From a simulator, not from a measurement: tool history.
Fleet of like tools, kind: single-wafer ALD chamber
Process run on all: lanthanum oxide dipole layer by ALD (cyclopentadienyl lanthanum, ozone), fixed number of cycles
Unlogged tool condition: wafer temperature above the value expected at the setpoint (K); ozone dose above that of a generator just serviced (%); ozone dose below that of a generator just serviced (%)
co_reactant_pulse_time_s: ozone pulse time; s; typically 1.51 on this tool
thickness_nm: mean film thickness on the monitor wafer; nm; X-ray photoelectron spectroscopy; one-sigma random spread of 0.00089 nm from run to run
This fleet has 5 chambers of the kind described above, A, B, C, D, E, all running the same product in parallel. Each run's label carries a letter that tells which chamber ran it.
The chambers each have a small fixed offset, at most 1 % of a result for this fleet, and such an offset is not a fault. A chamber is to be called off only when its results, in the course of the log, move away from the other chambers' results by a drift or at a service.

run,hour,co_reactant_pulse_time_s,hours since the last thermocouple change,hours since the last ozone generator service,"read-back reference wafer on the same gauge, thickness_nm",thickness_nm
1D,7.5,1.51,1375.8,295.9,0.46615,0.55131
2B,20.5,1.51,893.6,1033.2,0.46617,0.55161
3A,37.0,1.51,272.9,43.7,0.46630,0.54661
4E,46.0,1.51,795.3,259.1,0.46645,0.55289
5C,60.2,1.51,379.7,1521.5,0.46667,0.55286
6D,69.6,1.51,1437.9,358.0,0.46660,0.55227
7E,84.1,1.51,833.4,297.2,0.46693,0.55375
8C,99.0,1.51,418.5,1560.3,0.46681,0.55117
9B,111.4,0.94,984.5,1124.1,0.46698,0.49221
10A,124.1,0.94,360.0,130.8,0.46691,0.48969
11C,140.6,0.94,460.1,1601.9,0.46716,0.49407
12E,150.2,0.94,899.5,363.3,0.46740,0.49595
13B,159.8,0.94,1032.9,1172.5,0.46729,0.49167
14D,168.3,1.51,1536.6,456.7,0.46727,0.55182
15A,183.8,1.51,419.7,190.5,0.46743,0.54857
16B,194.7,1.78,1067.8,1207.4,0.46755,0.56329
17C,203.6,1.78,523.1,1664.9,0.46776,0.56304
18D,216.9,1.78,1585.2,505.3,0.46768,0.56507
19E,226.3,1.78,975.6,439.4,0.46794,0.56617
20A,237.4,1.78,473.3,244.1,0.46778,0.56047
# hour 244.5: chamber D: thermocouple changed; heater temperature recalibrated
21B,247.3,1.51,1120.4,1260.0,0.46812,0.55198
22E,260.1,1.51,1009.4,473.2,0.46824,0.55527
23A,275.8,1.51,511.7,282.5,0.46822,0.55105
24C,287.9,1.51,607.4,1749.2,0.46826,0.55491
25D,303.7,1.51,59.3,592.1,0.46846,0.55338
26A,311.2,1.51,547.1,317.9,0.46860,0.55051
27E,327.0,1.81,1076.3,540.1,0.46882,0.56821
28D,340.4,1.81,96.0,628.8,0.46890,0.56643
29B,354.9,1.81,1228.0,1367.6,0.46882,0.56601
30C,370.7,1.81,690.2,1832.0,0.46919,0.56732

All chambers now run identical settings, listed one chamber a line with results as question marks. What results will each chamber show?
31A,382.5,1.29,,,,?
31B,382.5,1.29,,,,?
31C,382.5,1.29,,,,?
31D,382.5,1.29,,,,?
31E,382.5,1.29,,,,?

run,thickness_nm
31A,0.53396
31B,0.53705
31C,0.53715
31D,0.53682
31E,0.53974
